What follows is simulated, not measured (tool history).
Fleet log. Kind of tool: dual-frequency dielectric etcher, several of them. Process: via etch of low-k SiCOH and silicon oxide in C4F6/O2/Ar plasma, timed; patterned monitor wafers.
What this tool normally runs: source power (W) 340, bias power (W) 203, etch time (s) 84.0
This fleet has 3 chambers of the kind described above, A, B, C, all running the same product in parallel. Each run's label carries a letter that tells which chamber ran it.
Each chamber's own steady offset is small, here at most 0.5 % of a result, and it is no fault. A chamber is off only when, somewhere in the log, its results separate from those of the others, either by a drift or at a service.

run	hour	source power (W)	bias power (W)	etch time (s)	hours since the last wet clean	hours since the last source power generator calibration	hours since the last bias power generator calibration	read-back reference wafer on the same gauge, depth_nm	mean etch depth across the wafer (nm)
1A	12.0	340	203	84.0	275.3	1358.8	825.5	238.95	229.41
2C	21.7	340	203	84.0	126.0	579.3	1124.8	238.92	230.35
3B	31.6	340	203	84.0	385.5	789.7	129.1	238.85	229.00
4B	42.2	340	203	84.0	396.1	800.3	139.7	238.78	228.71
5C	50.6	340	203	84.0	154.9	608.2	1153.7	238.83	229.93
6A	59.0	340	203	84.0	322.3	1405.8	872.5	238.73	230.00
7C	65.2	340	203	84.0	169.5	622.8	1168.3	238.68	230.19
8A	77.2	340	203	84.0	340.5	1424.0	890.7	238.67	229.03
9B	86.8	340	203	84.0	440.7	844.9	184.3	238.67	229.28
# hour 92.5: chamber A: wet clean of the chamber
10C	93.5	340	203	98.0	197.8	651.1	1196.6	238.56	268.41
11B	100.2	340	203	98.0	454.1	858.3	197.7	238.48	266.72
12A	107.1	340	203	98.0	14.7	1453.9	920.6	238.39	266.94
13C	112.9	340	203	84.0	217.2	670.5	1216.0	238.34	230.12
# hour 119.6: chamber B: wet clean of the chamber
14A	120.8	340	203	84.0	28.4	1467.6	934.3	238.30	229.70
15B	127.7	340	203	84.0	8.2	885.8	225.2	238.37	229.09
16C	139.9	340	203	84.0	244.2	697.5	1243.0	238.28	229.90
17A	147.0	340	203	84.0	54.6	1493.8	960.5	238.24	229.54
18B	155.7	310	203	84.0	36.2	913.8	253.2	238.21	220.53
19B	166.5	310	203	84.0	47.0	924.6	264.0	238.12	220.58
20A	172.4	310	203	84.0	80.0	1519.2	985.9	238.14	221.38
21C	181.3	340	203	84.0	285.6	738.9	1284.4	238.00	229.77
22A	188.8	340	203	84.0	96.4	1535.6	1002.3	237.96	228.89
23B	201.4	340	203	84.0	81.9	959.5	298.9	237.94	228.76
24C	211.2	340	239	84.0	315.5	768.8	1314.3	237.90	243.01
25A	222.8	340	239	84.0	130.4	1569.6	1036.3	237.85	242.00
26B	232.6	340	239	84.0	113.1	990.7	330.1	237.81	241.22
27C	242.0	340	203	84.0	346.3	799.6	1345.1	237.78	230.06
28B	251.2	340	203	106.5	131.7	1009.3	348.7	237.76	289.63
29A	259.4	340	203	106.5	167.0	1606.2	1072.9	237.69	290.55
30C	269.3	340	203	106.5	373.6	826.9	1372.4	237.71	291.00
31A	280.9	340	203	84.0	188.5	1627.7	1094.4	237.56	229.20

Each of the 3 chambers runs these same settings next. Fill in every chamber's results:
32A	290.0	340	203	84.0					?
32B	290.0	340	203	84.0					?
32C	290.0	340	203	84.0					?

run	mean etch depth across the wafer (nm)
32A	229.11
32B	228.59
32C	229.25
